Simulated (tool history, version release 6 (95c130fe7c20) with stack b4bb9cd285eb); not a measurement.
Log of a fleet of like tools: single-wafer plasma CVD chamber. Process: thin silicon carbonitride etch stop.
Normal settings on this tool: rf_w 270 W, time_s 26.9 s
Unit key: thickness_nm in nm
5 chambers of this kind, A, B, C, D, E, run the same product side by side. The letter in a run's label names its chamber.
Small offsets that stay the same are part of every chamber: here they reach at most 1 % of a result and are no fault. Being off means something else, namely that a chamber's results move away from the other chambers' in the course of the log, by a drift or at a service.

run   hour  rf_w  time_s  read-back reference wafer on the same gauge, thickness_nm  thickness_nm
 1B    9.6   270    26.9                                                     17.905         16.77
 2A   15.9   270    26.9                                                      17.89        16.737
 3E   21.4   270    26.9                                                     17.893        16.612
 4C   31.9   270    26.9                                                     17.901        16.773
 5D   41.3   270    26.9                                                     17.895        16.629
 6B   51.8   270    26.9                                                     17.905        16.852
 7E   60.9   270    26.9                                                     17.911        16.676
 8D   69.9   270    26.9                                                     17.902        16.717
 9A     76   270    26.9                                                     17.903        16.693
10C   86.4   270    26.9                                                     17.899        16.741
11A   92.2   270    26.9                                                     17.893         16.68
12B   98.6   270    26.9                                                     17.893        16.784
13E  106.6   270    26.9                                                      17.92        16.788
14D  113.9   300    26.9                                                     17.883        17.181
     117.4  -- chamber A: RF generator calibrated
15C  124.2   300    26.9                                                     17.895         17.18
16E  130.6   300    26.9                                                     17.898        17.331
17D  142.1   300    26.9                                                     17.903        17.143
18C  152.4   300    26.9                                                     17.897        17.225
19B    161   270    26.9                                                     17.892        16.804
20A  169.2   270    26.9                                                      17.91        16.745
21B  179.6   270    26.9                                                     17.887        16.824
22A  189.6   270    26.9                                                     17.895        16.811
23E  197.2   230    26.9                                                     17.901            16
24D  208.8   230    26.9                                                     17.912        15.823
25C    218   230    26.9                                                     17.896            16
26C  225.5   230    26.9                                                     17.915        15.929
27A    231   230    26.9                                                     17.889        15.968
28B  241.7   270    26.9                                                     17.895        16.841
29E  250.2   270    26.9                                                     17.901        16.831
30D  261.2   270    26.9                                                      17.88        16.652
31B  271.3   270    26.9                                                       17.9        16.808
32E  281.6   270    26.9                                                     17.896        16.695
33C  287.3   310    26.9                                                     17.912        17.311
34D  295.1   310    26.9                                                     17.893        17.433
35A    303   310    26.9                                                     17.903         17.47

All chambers now run identical settings, listed one chamber a line with results as question marks. What results will each chamber show?
36A  311.6   305    26.9                                                                        ?
36B  311.6   305    26.9                                                                        ?
36C  311.6   305    26.9                                                                        ?
36D  311.6   305    26.9                                                                        ?
36E  311.6   305    26.9                                                                        ?

run  thickness_nm
36A        17.328
36B         17.39
36C        17.265
36D        17.369
36E        17.406

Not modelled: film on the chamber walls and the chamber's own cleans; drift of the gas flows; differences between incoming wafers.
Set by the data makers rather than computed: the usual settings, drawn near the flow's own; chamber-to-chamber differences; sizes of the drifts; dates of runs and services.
